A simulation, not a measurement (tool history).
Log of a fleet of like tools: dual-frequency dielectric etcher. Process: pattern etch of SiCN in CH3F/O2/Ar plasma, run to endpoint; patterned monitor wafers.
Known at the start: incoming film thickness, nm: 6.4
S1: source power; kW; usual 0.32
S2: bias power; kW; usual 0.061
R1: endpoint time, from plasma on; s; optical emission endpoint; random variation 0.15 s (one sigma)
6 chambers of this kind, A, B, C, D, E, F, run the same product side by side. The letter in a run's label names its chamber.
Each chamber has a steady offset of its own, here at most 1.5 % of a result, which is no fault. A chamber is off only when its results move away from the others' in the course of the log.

run,hour,S1,S2,R1
1C,9.5,0.32,0.061,19.86
2B,17.8,0.32,0.061,19.95
3F,27,0.32,0.061,19.492
4A,40.2,0.32,0.061,19.465
5D,51.3,0.28,0.054,21.577
6E,65.1,0.28,0.054,21.718
7B,72.9,0.28,0.054,21.896
8A,83.5,0.28,0.054,21.614
9C,92.2,0.28,0.054,21.514
10F,103.5,0.28,0.054,21.917
11D,113.1,0.32,0.071,18.735
12E,119.8,0.32,0.071,18.748
13D,126.9,0.32,0.071,18.809
14B,136.4,0.32,0.071,18.946
15A,147.2,0.32,0.071,18.674
# hour 147.7: chamber C: wet clean of the chamber
16E,161.9,0.32,0.071,18.751
# hour 173.6: chamber E: source power generator calibrated
17F,175.2,0.32,0.061,19.734
18C,186.9,0.32,0.061,19.774
19F,197.6,0.29,0.061,20.213
20C,205.6,0.29,0.061,20.356
21E,219.2,0.29,0.061,20.596
22B,229.5,0.29,0.061,20.505
# hour 240.5: chamber F: wet clean of the chamber
23D,241.6,0.29,0.061,20.427
# hour 244.1: chamber A: wet clean of the chamber
24A,250.1,0.29,0.061,20.116
25F,264.8,0.32,0.061,19.78
26D,272.3,0.26,0.061,21.546
# hour 278.7: chamber D: wet clean of the chamber
# hour 283.1: chamber B: wet clean of the chamber
27B,285.1,0.26,0.061,21.629
28C,294.7,0.26,0.061,21.286
29E,301.3,0.26,0.061,21.623
30A,314.7,0.26,0.061,21.33
31F,328.4,0.26,0.061,21.436
32C,337.6,0.32,0.052,20.805
33A,347.4,0.32,0.052,20.635
34E,355.4,0.32,0.052,20.79
35B,364.4,0.32,0.052,21.001
36D,376.5,0.32,0.052,20.7
37F,388.5,0.32,0.052,20.862

All 6 chambers run these settings next. Forecast each chamber's results:
38A,399.5,0.4,0.061,?
38B,399.5,0.4,0.061,?
38C,399.5,0.4,0.061,?
38D,399.5,0.4,0.061,?
38E,399.5,0.4,0.061,?
38F,399.5,0.4,0.061,?

run,R1
38A,18.082
38B,18.502
38C,17.816
38D,18.011
38E,18.577
38F,17.919
